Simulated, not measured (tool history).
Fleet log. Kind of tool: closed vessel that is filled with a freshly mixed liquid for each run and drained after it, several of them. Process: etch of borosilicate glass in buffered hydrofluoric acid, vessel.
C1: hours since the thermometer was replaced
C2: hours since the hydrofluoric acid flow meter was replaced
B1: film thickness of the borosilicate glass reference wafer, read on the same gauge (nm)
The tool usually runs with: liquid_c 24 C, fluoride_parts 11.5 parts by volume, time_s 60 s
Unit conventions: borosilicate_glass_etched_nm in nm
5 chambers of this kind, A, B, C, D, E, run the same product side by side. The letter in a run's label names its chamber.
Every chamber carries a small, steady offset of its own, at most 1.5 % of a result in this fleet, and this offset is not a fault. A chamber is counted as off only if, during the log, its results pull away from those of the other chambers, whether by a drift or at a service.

{"run": "1B", "hour": 9.1, "liquid_c": 24, "fluoride_parts": 11.5, "time_s": 60, "C1": 468, "C2": 703, "B1": 150.01, "borosilicate_glass_etched_nm": 64.471}
{"run": "2D", "hour": 16.9, "liquid_c": 24, "fluoride_parts": 11.5, "time_s": 60, "C1": 166.5, "C2": 231.9, "B1": 150, "borosilicate_glass_etched_nm": 65.076}
{"run": "3A", "hour": 24.6, "liquid_c": 24, "fluoride_parts": 11.5, "time_s": 60, "C1": 615.7, "C2": 370, "B1": 150, "borosilicate_glass_etched_nm": 64.771}
{"run": "4C", "hour": 33.7, "liquid_c": 24, "fluoride_parts": 11.5, "time_s": 60, "C1": 1331.5, "C2": 1402.3, "B1": 150.02, "borosilicate_glass_etched_nm": 63.605}
{"run": "5E", "hour": 41.6, "liquid_c": 24, "fluoride_parts": 11.5, "time_s": 60, "C1": 168.7, "C2": 163.5, "B1": 150.01, "borosilicate_glass_etched_nm": 64.658}
{"run": "6B", "hour": 51.2, "liquid_c": 24, "fluoride_parts": 11.5, "time_s": 60, "C1": 510.1, "C2": 745.1, "B1": 149.99, "borosilicate_glass_etched_nm": 64.448}
{"run": "7A", "hour": 57.1, "liquid_c": 24, "fluoride_parts": 11.5, "time_s": 60, "C1": 648.2, "C2": 402.5, "B1": 149.97, "borosilicate_glass_etched_nm": 65.598}
{"hour": 59.5, "done": "chamber C: hydrofluoric acid flow meter replaced"}
{"run": "8D", "hour": 67.6, "liquid_c": 24, "fluoride_parts": 11.5, "time_s": 60, "C1": 217.2, "C2": 282.6, "B1": 149.98, "borosilicate_glass_etched_nm": 64.394}
{"run": "9C", "hour": 73.3, "liquid_c": 24, "fluoride_parts": 11.5, "time_s": 60, "C1": 1371.1, "C2": 13.8, "B1": 150.02, "borosilicate_glass_etched_nm": 64.034}
{"run": "10E", "hour": 79.5, "liquid_c": 24, "fluoride_parts": 11.5, "time_s": 60, "C1": 206.6, "C2": 201.4, "B1": 150.01, "borosilicate_glass_etched_nm": 64.839}
{"run": "11C", "hour": 88.2, "liquid_c": 27, "fluoride_parts": 11.5, "time_s": 75, "C1": 1386, "C2": 28.7, "B1": 149.99, "borosilicate_glass_etched_nm": 94.632}
{"hour": 92.4, "done": "chamber A: thermometer replaced"}
{"run": "12D", "hour": 94.0, "liquid_c": 27, "fluoride_parts": 11.5, "time_s": 75, "C1": 243.6, "C2": 309, "B1": 149.99, "borosilicate_glass_etched_nm": 96.168}
{"run": "13B", "hour": 100.5, "liquid_c": 27, "fluoride_parts": 11.5, "time_s": 75, "C1": 559.4, "C2": 794.4, "B1": 150, "borosilicate_glass_etched_nm": 93.798}
{"run": "14E", "hour": 111.0, "liquid_c": 27, "fluoride_parts": 11.5, "time_s": 75, "C1": 238.1, "C2": 232.9, "B1": 149.97, "borosilicate_glass_etched_nm": 95.474}
{"run": "15A", "hour": 119.8, "liquid_c": 27, "fluoride_parts": 11.5, "time_s": 75, "C1": 27.4, "C2": 465.2, "B1": 150.04, "borosilicate_glass_etched_nm": 95.224}
{"hour": 126.8, "done": "chamber A: hydrofluoric acid flow meter replaced"}
{"run": "16C", "hour": 130.1, "liquid_c": 24, "fluoride_parts": 11.5, "time_s": 60, "C1": 1427.9, "C2": 70.6, "B1": 150, "borosilicate_glass_etched_nm": 64.067}
{"run": "17E", "hour": 136.6, "liquid_c": 24, "fluoride_parts": 11.5, "time_s": 60, "C1": 263.7, "C2": 258.5, "B1": 149.99, "borosilicate_glass_etched_nm": 65.296}
{"run": "18A", "hour": 145.1, "liquid_c": 24, "fluoride_parts": 11.5, "time_s": 60, "C1": 52.7, "C2": 18.3, "B1": 150.02, "borosilicate_glass_etched_nm": 64.743}
{"run": "19D", "hour": 154.9, "liquid_c": 24, "fluoride_parts": 11.5, "time_s": 60, "C1": 304.5, "C2": 369.9, "B1": 149.98, "borosilicate_glass_etched_nm": 65.232}
{"run": "20B", "hour": 161.5, "liquid_c": 24, "fluoride_parts": 11.5, "time_s": 60, "C1": 620.4, "C2": 855.4, "B1": 150.01, "borosilicate_glass_etched_nm": 62.867}
{"run": "21E", "hour": 171.4, "liquid_c": 24, "fluoride_parts": 10, "time_s": 60, "C1": 298.5, "C2": 293.3, "B1": 150.02, "borosilicate_glass_etched_nm": 74.597}
{"run": "22A", "hour": 178.8, "liquid_c": 24, "fluoride_parts": 10, "time_s": 60, "C1": 86.4, "C2": 52, "B1": 150.02, "borosilicate_glass_etched_nm": 74.916}
{"run": "23B", "hour": 187.1, "liquid_c": 24, "fluoride_parts": 10, "time_s": 60, "C1": 646, "C2": 881, "B1": 149.98, "borosilicate_glass_etched_nm": 71.5}
{"run": "24C", "hour": 196.5, "liquid_c": 24, "fluoride_parts": 10, "time_s": 60, "C1": 1494.3, "C2": 137, "B1": 150, "borosilicate_glass_etched_nm": 73.072}
{"run": "25D", "hour": 205.1, "liquid_c": 24, "fluoride_parts": 10, "time_s": 60, "C1": 354.7, "C2": 420.1, "B1": 150, "borosilicate_glass_etched_nm": 75.244}
{"run": "26A", "hour": 210.0, "liquid_c": 24, "fluoride_parts": 11.5, "time_s": 60, "C1": 117.6, "C2": 83.2, "B1": 150.01, "borosilicate_glass_etched_nm": 65.298}
{"run": "27B", "hour": 215.3, "liquid_c": 24, "fluoride_parts": 11.5, "time_s": 60, "C1": 674.2, "C2": 909.2, "B1": 149.99, "borosilicate_glass_etched_nm": 62.09}
{"run": "28C", "hour": 222.6, "liquid_c": 24, "fluoride_parts": 11.5, "time_s": 60, "C1": 1520.4, "C2": 163.1, "B1": 150, "borosilicate_glass_etched_nm": 64.611}
{"run": "29E", "hour": 229.0, "liquid_c": 24, "fluoride_parts": 11.5, "time_s": 60, "C1": 356.1, "C2": 350.9, "B1": 149.99, "borosilicate_glass_etched_nm": 64.946}
{"run": "30D", "hour": 235.0, "liquid_c": 22.5, "fluoride_parts": 11.5, "time_s": 60, "C1": 384.6, "C2": 450, "B1": 150, "borosilicate_glass_etched_nm": 60.054}
{"run": "31C", "hour": 241.5, "liquid_c": 22.5, "fluoride_parts": 11.5, "time_s": 60, "C1": 1539.3, "C2": 182, "B1": 149.99, "borosilicate_glass_etched_nm": 59.172}
{"run": "32D", "hour": 246.5, "liquid_c": 22.5, "fluoride_parts": 11.5, "time_s": 60, "C1": 396.1, "C2": 461.5, "B1": 149.99, "borosilicate_glass_etched_nm": 59.823}

The same settings go to every chamber for the next run, one line per chamber below. Forecast the results for each:
{"run": "33A", "hour": 254.1, "liquid_c": 24, "fluoride_parts": 11.5, "time_s": 60, "borosilicate_glass_etched_nm": "?"}
{"run": "33B", "hour": 254.1, "liquid_c": 24, "fluoride_parts": 11.5, "time_s": 60, "borosilicate_glass_etched_nm": "?"}
{"run": "33C", "hour": 254.1, "liquid_c": 24, "fluoride_parts": 11.5, "time_s": 60, "borosilicate_glass_etched_nm": "?"}
{"run": "33D", "hour": 254.1, "liquid_c": 24, "fluoride_parts": 11.5, "time_s": 60, "borosilicate_glass_etched_nm": "?"}
{"run": "33E", "hour": 254.1, "liquid_c": 24, "fluoride_parts": 11.5, "time_s": 60, "borosilicate_glass_etched_nm": "?"}

run=33A borosilicate_glass_etched_nm=65.503
run=33B borosilicate_glass_etched_nm=62.257
run=33C borosilicate_glass_etched_nm=64.544
run=33D borosilicate_glass_etched_nm=65.282
run=33E borosilicate_glass_etched_nm=64.736
